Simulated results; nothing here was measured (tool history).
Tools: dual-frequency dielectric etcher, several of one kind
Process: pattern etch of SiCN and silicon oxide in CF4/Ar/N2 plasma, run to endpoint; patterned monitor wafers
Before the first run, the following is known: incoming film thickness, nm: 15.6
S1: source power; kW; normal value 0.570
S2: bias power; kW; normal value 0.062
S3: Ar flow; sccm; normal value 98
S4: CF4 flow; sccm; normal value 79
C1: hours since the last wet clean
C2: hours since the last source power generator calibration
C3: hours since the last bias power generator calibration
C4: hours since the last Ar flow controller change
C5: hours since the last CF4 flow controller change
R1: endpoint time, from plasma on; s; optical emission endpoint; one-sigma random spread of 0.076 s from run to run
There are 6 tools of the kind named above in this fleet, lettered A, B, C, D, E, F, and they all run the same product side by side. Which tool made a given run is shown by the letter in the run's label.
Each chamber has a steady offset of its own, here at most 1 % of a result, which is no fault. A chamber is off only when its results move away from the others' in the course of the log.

-- day=0.062 chamber A: wet clean of the chamber
-- day=0.167 chamber F: wet clean of the chamber
-- day=0.175 chamber C: wet clean of the chamber
run 1C day=0.379 | S1=0.570 S2=0.062 S3=98 S4=79 | C1=4.9 C2=527.4 C3=2808.1 C4=2898.7 C5=845.0 | R1=15.081
run 2F day=0.738 | S1=0.570 S2=0.062 S3=98 S4=79 | C1=13.7 C2=894.2 C3=2994.2 C4=513.9 C5=719.9 | R1=15.092
run 3A day=0.996 | S1=0.570 S2=0.062 S3=98 S4=79 | C1=22.4 C2=369.2 C3=1028.0 C4=2922.1 C5=1411.6 | R1=14.949
run 4D day=1.317 | S1=0.570 S2=0.062 S3=98 S4=79 | C1=143.2 C2=100.3 C3=1236.9 C4=2048.6 C5=745.0 | R1=15.074
run 5E day=1.800 | S1=0.570 S2=0.062 S3=98 S4=79 | C1=272.5 C2=1917.1 C3=708.2 C4=2765.7 C5=2595.6 | R1=15.060
run 6B day=2.112 | S1=0.430 S2=0.062 S3=86 S4=79 | C1=412.4 C2=3340.0 C3=1975.3 C4=2727.0 C5=445.1 | R1=19.264
run 7D day=2.488 | S1=0.430 S2=0.062 S3=86 S4=79 | C1=171.3 C2=128.4 C3=1265.0 C4=2076.7 C5=773.1 | R1=19.017
run 8A day=2.921 | S1=0.430 S2=0.062 S3=86 S4=79 | C1=68.6 C2=415.4 C3=1074.2 C4=2968.3 C5=1457.8 | R1=19.054
run 9E day=3.458 | S1=0.430 S2=0.062 S3=86 S4=79 | C1=312.3 C2=1956.9 C3=748.0 C4=2805.5 C5=2635.4 | R1=19.093
run 10B day=3.954 | S1=0.430 S2=0.062 S3=86 S4=79 | C1=456.6 C2=3384.2 C3=2019.5 C4=2771.2 C5=489.3 | R1=19.073
run 11C day=4.221 | S1=0.430 S2=0.062 S3=86 S4=79 | C1=97.1 C2=619.6 C3=2900.3 C4=2990.9 C5=937.2 | R1=18.824
run 12F day=4.704 | S1=0.570 S2=0.062 S3=98 S4=79 | C1=108.9 C2=989.4 C3=3089.4 C4=609.1 C5=815.1 | R1=15.207
run 13A day=5.071 | S1=0.570 S2=0.062 S3=98 S4=79 | C1=120.2 C2=467.0 C3=1125.8 C4=3019.9 C5=1509.4 | R1=14.953
run 14E day=5.617 | S1=0.570 S2=0.062 S3=98 S4=79 | C1=364.1 C2=2008.7 C3=799.8 C4=2857.3 C5=2687.2 | R1=14.992
run 15C day=6.104 | S1=0.570 S2=0.062 S3=98 S4=79 | C1=142.3 C2=664.8 C3=2945.5 C4=3036.1 C5=982.4 | R1=15.200
run 16D day=6.604 | S1=0.570 S2=0.062 S3=98 S4=79 | C1=270.1 C2=227.2 C3=1363.8 C4=2175.5 C5=871.9 | R1=15.054
run 17F day=7.046 | S1=0.570 S2=0.062 S3=98 S4=79 | C1=165.1 C2=1045.6 C3=3145.6 C4=665.3 C5=871.3 | R1=15.177
-- day=7.350 chamber B: wet clean of the chamber
run 18B day=7.538 | S1=0.570 S2=0.071 S3=98 S4=79 | C1=4.5 C2=3470.2 C3=2105.5 C4=2857.2 C5=575.3 | R1=14.581
run 19E day=7.888 | S1=0.570 S2=0.071 S3=98 S4=79 | C1=418.6 C2=2063.2 C3=854.3 C4=2911.8 C5=2741.7 | R1=14.252
run 20B day=8.333 | S1=0.570 S2=0.071 S3=98 S4=79 | C1=23.6 C2=3489.3 C3=2124.6 C4=2876.3 C5=594.4 | R1=14.427
run 21A day=8.604 | S1=0.570 S2=0.071 S3=98 S4=79 | C1=205.0 C2=551.8 C3=1210.6 C4=3104.7 C5=1594.2 | R1=14.455
-- day=8.858 chamber E: CF4 flow controller replaced
run 22D day=9.029 | S1=0.570 S2=0.071 S3=98 S4=79 | C1=328.3 C2=285.4 C3=1422.0 C4=2233.7 C5=930.1 | R1=14.420
run 23F day=9.562 | S1=0.570 S2=0.071 S3=98 S4=79 | C1=225.5 C2=1106.0 C3=3206.0 C4=725.7 C5=931.7 | R1=14.439
run 24C day=9.867 | S1=0.570 S2=0.062 S3=98 S4=79 | C1=232.6 C2=755.1 C3=3035.8 C4=3126.4 C5=1072.7 | R1=15.010
run 25C day=10.379 | S1=0.670 S2=0.062 S3=98 S4=97 | C1=244.9 C2=767.4 C3=3048.1 C4=3138.7 C5=1085.0 | R1=12.721
run 26E day=10.812 | S1=0.670 S2=0.062 S3=98 S4=97 | C1=488.8 C2=2133.4 C3=924.5 C4=2982.0 C5=46.9 | R1=12.390
run 27B day=11.062 | S1=0.670 S2=0.062 S3=98 S4=97 | C1=89.1 C2=3554.8 C3=2190.1 C4=2941.8 C5=659.9 | R1=12.786
run 28F day=11.454 | S1=0.670 S2=0.062 S3=98 S4=97 | C1=270.9 C2=1151.4 C3=3251.4 C4=771.1 C5=977.1 | R1=12.689
run 29D day=11.854 | S1=0.670 S2=0.062 S3=98 S4=97 | C1=396.1 C2=353.2 C3=1489.8 C4=2301.5 C5=997.9 | R1=12.473
run 30A day=12.242 | S1=0.670 S2=0.062 S3=98 S4=97 | C1=292.3 C2=639.1 C3=1297.9 C4=3192.0 C5=1681.5 | R1=12.650
-- day=12.488 chamber E: wet clean of the chamber
run 31A day=12.675 | S1=0.570 S2=0.062 S3=98 S4=79 | C1=302.7 C2=649.5 C3=1308.3 C4=3202.4 C5=1691.9 | R1=15.161
run 32F day=13.154 | S1=0.570 S2=0.062 S3=98 S4=79 | C1=311.7 C2=1192.2 C3=3292.2 C4=811.9 C5=1017.9 | R1=15.017
run 33D day=13.612 | S1=0.570 S2=0.062 S3=89 S4=79 | C1=438.3 C2=395.4 C3=1532.0 C4=2343.7 C5=1040.1 | R1=14.841
run 34C day=14.083 | S1=0.570 S2=0.062 S3=89 S4=79 | C1=333.8 C2=856.3 C3=3137.0 C4=3227.6 C5=1173.9 | R1=14.851
-- day=14.225 chamber B: source power generator calibrated
run 35E day=14.596 | S1=0.570 S2=0.062 S3=89 S4=79 | C1=50.7 C2=2224.2 C3=1015.3 C4=3072.8 C5=137.7 | R1=14.258
-- day=14.800 chamber B: bias power generator calibrated
run 36B day=15.033 | S1=0.570 S2=0.062 S3=89 S4=79 | C1=184.4 C2=19.5 C3=5.6 C4=3037.1 C5=755.2 | R1=14.984
-- day=15.350 chamber A: wet clean of the chamber
run 37A day=15.517 | S1=0.570 S2=0.062 S3=89 S4=79 | C1=4.0 C2=717.7 C3=1376.5 C4=3270.6 C5=1760.1 | R1=14.735
run 38F day=15.933 | S1=0.570 S2=0.062 S3=89 S4=79 | C1=378.4 C2=1258.9 C3=3358.9 C4=878.6 C5=1084.6 | R1=14.992
run 39C day=16.329 | S1=0.570 S2=0.062 S3=98 S4=79 | C1=387.7 C2=910.2 C3=3190.9 C4=3281.5 C5=1227.8 | R1=15.105
run 40B day=16.571 | S1=0.570 S2=0.078 S3=98 S4=93 | C1=221.3 C2=56.4 C3=42.5 C4=3074.0 C5=792.1 | R1=13.795

Is one chamber off against the others, does the gauge drift, or is nothing wrong? If a chamber is off, say which, and what the likeliest cause is.

Chamber E drifts away from the others.
Cause: source power that arrives over what is set, % = 4.81.

Below are 4 candidate recipes for chamber E's next run, each the usual settings with a change, their results shown as question marks. Which of them brings E's results back in line with what the other chambers give on the usual settings?
To be in line, a result may differ from the other chambers' mean on the usual settings by at most: R1 0.270 s
run 41E-1 day=16.958 | S1=0.570 S2=0.062 S3=73 S4=79 | R1=?
run 41E-2 day=16.958 | S1=0.530 S2=0.060 S3=99 S4=78 | R1=?
run 41E-3 day=16.958 | S1=0.620 S2=0.064 S3=97 S4=80 | R1=?
run 41E-4 day=16.958 | S1=0.570 S2=0.054 S3=98 S4=79 | R1=?

Other chambers, usual settings, mean: R1 15.095 s
run=41E-1 R1=13.860
run=41E-2 R1=15.678
run=41E-3 R1=13.241
run=41E-4 R1=15.098
41E-4 is the one that brings the chamber's results back in line with the other chambers.
